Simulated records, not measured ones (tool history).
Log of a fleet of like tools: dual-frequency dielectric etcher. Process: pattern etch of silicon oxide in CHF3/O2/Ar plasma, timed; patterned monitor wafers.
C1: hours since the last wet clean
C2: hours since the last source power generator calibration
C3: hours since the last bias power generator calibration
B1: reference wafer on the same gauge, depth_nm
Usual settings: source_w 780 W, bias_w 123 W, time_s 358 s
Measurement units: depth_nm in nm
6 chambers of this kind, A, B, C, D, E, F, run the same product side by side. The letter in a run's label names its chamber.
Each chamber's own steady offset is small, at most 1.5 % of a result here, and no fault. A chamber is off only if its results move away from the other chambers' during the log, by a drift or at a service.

Run 1F, day 0.325: usual settings; C1 154.3; C2 2051; C3 2344.9; B1 756.18. Result: depth_nm 690.49 nm.
Run 2B, day 0.65: usual settings; C1 124.3; C2 1139.9; C3 2956.3; B1 755.64. Result: depth_nm 699.17 nm.
Run 3C, day 0.921: usual settings; C1 165.7; C2 795.9; C3 410.4; B1 755.97. Result: depth_nm 692.22 nm.
At day 1.004: chamber E: wet clean of the chamber.
Run 4E, day 1.108: usual settings; C1 2.5; C2 2529.5; C3 1100.3; B1 756.58. Result: depth_nm 687.06 nm.
Run 5A, day 1.421: usual settings; C1 216.6; C2 3900.5; C3 4709.3; B1 756.28. Result: depth_nm 694.62 nm.
Run 6D, day 1.679: usual settings; C1 226.8; C2 724.7; C3 1283.8; B1 755.95. Result: depth_nm 694.82 nm.
Run 7D, day 2.033: usual settings; C1 235.3; C2 733.2; C3 1292.3; B1 755.95. Result: depth_nm 696.42 nm.
Run 8A, day 2.325: usual settings; C1 238.3; C2 3922.2; C3 4731; B1 755.58. Result: depth_nm 695.51 nm.
Run 9B, day 2.504: usual settings; C1 168.8; C2 1184.4; C3 3000.8; B1 755.87. Result: depth_nm 691.24 nm.
Run 10C, day 2.7: usual settings; C1 208.4; C2 838.6; C3 453.1; B1 755.65. Result: depth_nm 693.83 nm.
Run 11E, day 2.933: usual settings; C1 46.3; C2 2573.3; C3 1144.1; B1 755.63. Result: depth_nm 684.41 nm.
Run 12F, day 3.212: usual settings; C1 223.6; C2 2120.3; C3 2414.2; B1 756.04. Result: depth_nm 688.26 nm.
Run 13B, day 3.462: usual settings; C1 191.8; C2 1207.4; C3 3023.8; B1 756.39. Result: depth_nm 698.11 nm.
Run 14A, day 3.829: usual settings; C1 274.4; C2 3958.3; C3 4767.1; B1 756.68. Result: depth_nm 692.2 nm.
Run 15E, day 4.012: usual settings; C1 72.2; C2 2599.2; C3 1170; B1 755.79. Result: depth_nm 684.55 nm.
Run 16D, day 4.375: usual settings; C1 291.5; C2 789.4; C3 1348.5; B1 755.49. Result: depth_nm 693.02 nm.
Run 17F, day 4.725: usual settings; C1 259.9; C2 2156.6; C3 2450.5; B1 755.63. Result: depth_nm 691.24 nm.
Run 18C, day 4.9: usual settings but bias_w 105 W, time_s 253 s; C1 261.2; C2 891.4; C3 505.9; B1 756.47. Result: depth_nm 466.71 nm.
Run 19D, day 5.158: usual settings but bias_w 105 W, time_s 253 s; C1 310.3; C2 808.2; C3 1367.3; B1 756.19. Result: depth_nm 472.08 nm.
Run 20C, day 5.425: usual settings but bias_w 105 W, time_s 253 s; C1 273.8; C2 904; C3 518.5; B1 755.53. Result: depth_nm 468.1 nm.
Run 21A, day 5.729: usual settings but bias_w 105 W, time_s 253 s; C1 320; C2 4003.9; C3 4812.7; B1 755.89. Result: depth_nm 467.71 nm.
Run 22F, day 5.958: usual settings but bias_w 105 W, time_s 253 s; C1 289.5; C2 2186.2; C3 2480.1; B1 756.13. Result: depth_nm 465.36 nm.
Run 23B, day 6.279: usual settings but bias_w 105 W, time_s 253 s; C1 259.4; C2 1275; C3 3091.4; B1 755.94. Result: depth_nm 469.14 nm.
Run 24E, day 6.446: usual settings but source_w 690 W, bias_w 109 W; C1 130.6; C2 2657.6; C3 1228.4; B1 756.25. Result: depth_nm 629.72 nm.
Run 25C, day 6.771: usual settings but source_w 690 W, bias_w 109 W; C1 306.1; C2 936.3; C3 550.8; B1 756.2. Result: depth_nm 635.12 nm.
Run 26D, day 7.017: usual settings but source_w 690 W, bias_w 109 W; C1 354.9; C2 852.8; C3 1411.9; B1 756.07. Result: depth_nm 642.78 nm.
Run 27B, day 7.342: usual settings but source_w 690 W, bias_w 109 W; C1 284.9; C2 1300.5; C3 3116.9; B1 756.59. Result: depth_nm 639.14 nm.
Run 28E, day 7.688: usual settings but source_w 690 W, bias_w 109 W; C1 160.4; C2 2687.4; C3 1258.2; B1 756.01. Result: depth_nm 632.46 nm.
Run 29A, day 8.012: usual settings but source_w 690 W, bias_w 109 W; C1 374.8; C2 4058.7; C3 4867.5; B1 755.59. Result: depth_nm 636.08 nm.
Run 30F, day 8.338: usual settings; C1 346.6; C2 2243.3; C3 2537.2; B1 756.43. Result: depth_nm 687.05 nm.
Run 31C, day 8.604: usual settings; C1 350.1; C2 980.3; C3 594.8; B1 755.81. Result: depth_nm 692.03 nm.
Run 32A, day 8.867: usual settings; C1 395.3; C2 4079.2; C3 4888; B1 756.28. Result: depth_nm 691.73 nm.
Run 33B, day 9.042: usual settings; C1 325.7; C2 1341.3; C3 3157.7; B1 756.17. Result: depth_nm 697.25 nm.
Run 34D, day 9.329: usual settings; C1 410.4; C2 908.3; C3 1467.4; B1 756.02. Result: depth_nm 697.29 nm.
Run 35F, day 9.612: usual settings but bias_w 133 W, time_s 295.5 s; C1 377.2; C2 2273.9; C3 2567.8; B1 756.02. Result: depth_nm 583.64 nm.
Run 36E, day 9.938: usual settings but bias_w 133 W, time_s 295.5 s; C1 214.4; C2 2741.4; C3 1312.2; B1 756.13. Result: depth_nm 579.39 nm.
At day 10.133: chamber E: source power generator calibrated.
Run 37C, day 10.217: usual settings but bias_w 133 W, time_s 295.5 s; C1 388.8; C2 1019; C3 633.5; B1 755.94. Result: depth_nm 585.91 nm.
Run 38E, day 10.5: usual settings but bias_w 133 W, time_s 295.5 s; C1 227.9; C2 8.9; C3 1325.7; B1 755.86. Result: depth_nm 578.19 nm.
Run 39F, day 10.758: usual settings but bias_w 133 W, time_s 295.5 s; C1 404.7; C2 2301.4; C3 2595.3; B1 755.62. Result: depth_nm 580.18 nm.
Run 40D, day 10.975: usual settings but bias_w 133 W, time_s 295.5 s; C1 449.9; C2 947.8; C3 1506.9; B1 756.29. Result: depth_nm 589.92 nm.
Run 41B, day 11.208: usual settings; C1 377.7; C2 1393.3; C3 3209.7; B1 755.86. Result: depth_nm 694.61 nm.
Run 42A, day 11.383: usual settings; C1 455.7; C2 4139.6; C3 4948.4; B1 755.51. Result: depth_nm 692.84 nm.
Run 43D, day 11.675: usual settings; C1 466.7; C2 964.6; C3 1523.7; B1 756.21. Result: depth_nm 698.53 nm.

Is one chamber off against the others, does the gauge drift, or is nothing wrong? If a chamber is off, say which, and what the likeliest cause is.

All chambers stay in line apart from their small fixed offsets, and the gauge does not drift.
